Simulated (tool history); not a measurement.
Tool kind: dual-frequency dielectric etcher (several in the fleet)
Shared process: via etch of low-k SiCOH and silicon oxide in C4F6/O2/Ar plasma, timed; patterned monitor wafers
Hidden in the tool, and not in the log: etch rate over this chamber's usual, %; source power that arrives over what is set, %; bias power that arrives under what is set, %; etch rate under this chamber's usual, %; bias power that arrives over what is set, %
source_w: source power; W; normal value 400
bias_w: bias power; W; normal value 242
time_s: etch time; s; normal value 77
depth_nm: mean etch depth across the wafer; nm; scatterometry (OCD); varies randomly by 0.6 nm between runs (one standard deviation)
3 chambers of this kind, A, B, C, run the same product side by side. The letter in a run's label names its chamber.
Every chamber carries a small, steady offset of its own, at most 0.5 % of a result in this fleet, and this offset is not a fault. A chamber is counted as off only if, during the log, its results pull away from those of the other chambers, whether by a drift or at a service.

run	day	source_w	bias_w	time_s	hours since the last wet clean	hours since the last source power generator calibration	hours since the last bias power generator calibration	read-back reference wafer on the same gauge, depth_nm	depth_nm
1B	0.442	400	242	77	109	3588.2	690.7	198.04	238.34
2A	0.783	400	242	77	318	1378.4	1225.3	198.09	238.09
3C	1.371	400	242	77	341.4	1866.2	3368.5	198.13	236.06
4C	1.817	400	242	77	352.1	1876.9	3379.2	198.08	236.34
5B	2.367	400	242	77	155.2	3634.4	736.9	198.14	237.5
6A	2.704	400	242	77	364.1	1424.5	1271.4	197.94	238.26
7A	3.058	400	242	77	372.6	1433	1279.9	198.17	238.24
8C	3.408	310	242	57	390.3	1915.1	3417.4	197.95	159
9B	3.796	310	242	57	189.5	3668.7	771.2	198.01	160.12
10C	4.162	310	242	57	408.4	1933.2	3435.5	198.06	158.08
11B	4.483	400	242	77	206	3685.2	787.7	197.95	239.86
12A	4.904	440	242	87	416.9	1477.3	1324.2	198	277.66
13B	5.25	440	242	87	224.4	3703.6	806.1	198.01	282.18
14A	5.692	440	242	87	435.8	1496.2	1343.1	198.07	278.55
15C	6.279	400	242	77	459.2	1984	3486.3	198.06	235.41
# day 6.417: chamber A: wet clean of the chamber
16C	6.6	400	242	77	466.9	1991.7	3494	197.98	236.24
17B	7.008	400	242	77	266.6	3745.8	848.3	198.02	240.62
18A	7.321	400	242	77	21.8	1535.3	1382.2	197.99	237.82
19C	7.796	400	242	77	495.6	2020.4	3522.7	198.12	235.5
# day 8.133: chamber C: wet clean of the chamber
20A	8.175	400	242	77	42.3	1555.8	1402.7	198.04	237.41
21B	8.575	400	242	77	304.2	3783.4	885.9	198.08	242.76
22C	9.038	400	242	77	21.8	2050.2	3552.5	197.96	236.26
23A	9.388	400	242	77	71.4	1584.9	1431.8	197.87	236.56
24B	9.833	400	242	77	334.4	3813.6	916.1	198.08	243.43
25A	10.233	400	242	77	91.7	1605.2	1452.1	198.01	237.57
# day 10.458: chamber C: source power generator calibrated
26B	10.567	400	242	77	352	3831.2	933.7	197.99	243.77
27C	11.079	400	266	77	70.8	14.9	3601.5	197.99	244.27
28C	11.588	400	266	77	83	27.1	3613.7	198.12	243.67
29A	11.904	400	266	77	131.8	1645.3	1492.2	197.93	244.98
30B	12.35	440	242	77	394.8	3874	976.5	198	252.58
31B	12.746	440	242	77	404.3	3883.5	986	197.89	254.49
32A	13.221	440	242	77	163.4	1676.9	1523.8	197.91	246.39
33C	13.579	400	242	77	130.8	74.9	3661.5	198.05	235.91
34C	14.083	330	267	77	142.9	87	3673.6	198.01	227.29
35A	14.479	330	267	77	193.6	1707.1	1554	198.09	228.73
36B	14.896	330	267	77	455.9	3935.1	1037.6	198.08	237.24

Next, every chamber runs the same settings. What will each give?
37A	15.333	400	242	55					?
37B	15.333	400	242	55					?
37C	15.333	400	242	55					?

run	depth_nm
37A	169.87
37B	176.75
37C	168.98

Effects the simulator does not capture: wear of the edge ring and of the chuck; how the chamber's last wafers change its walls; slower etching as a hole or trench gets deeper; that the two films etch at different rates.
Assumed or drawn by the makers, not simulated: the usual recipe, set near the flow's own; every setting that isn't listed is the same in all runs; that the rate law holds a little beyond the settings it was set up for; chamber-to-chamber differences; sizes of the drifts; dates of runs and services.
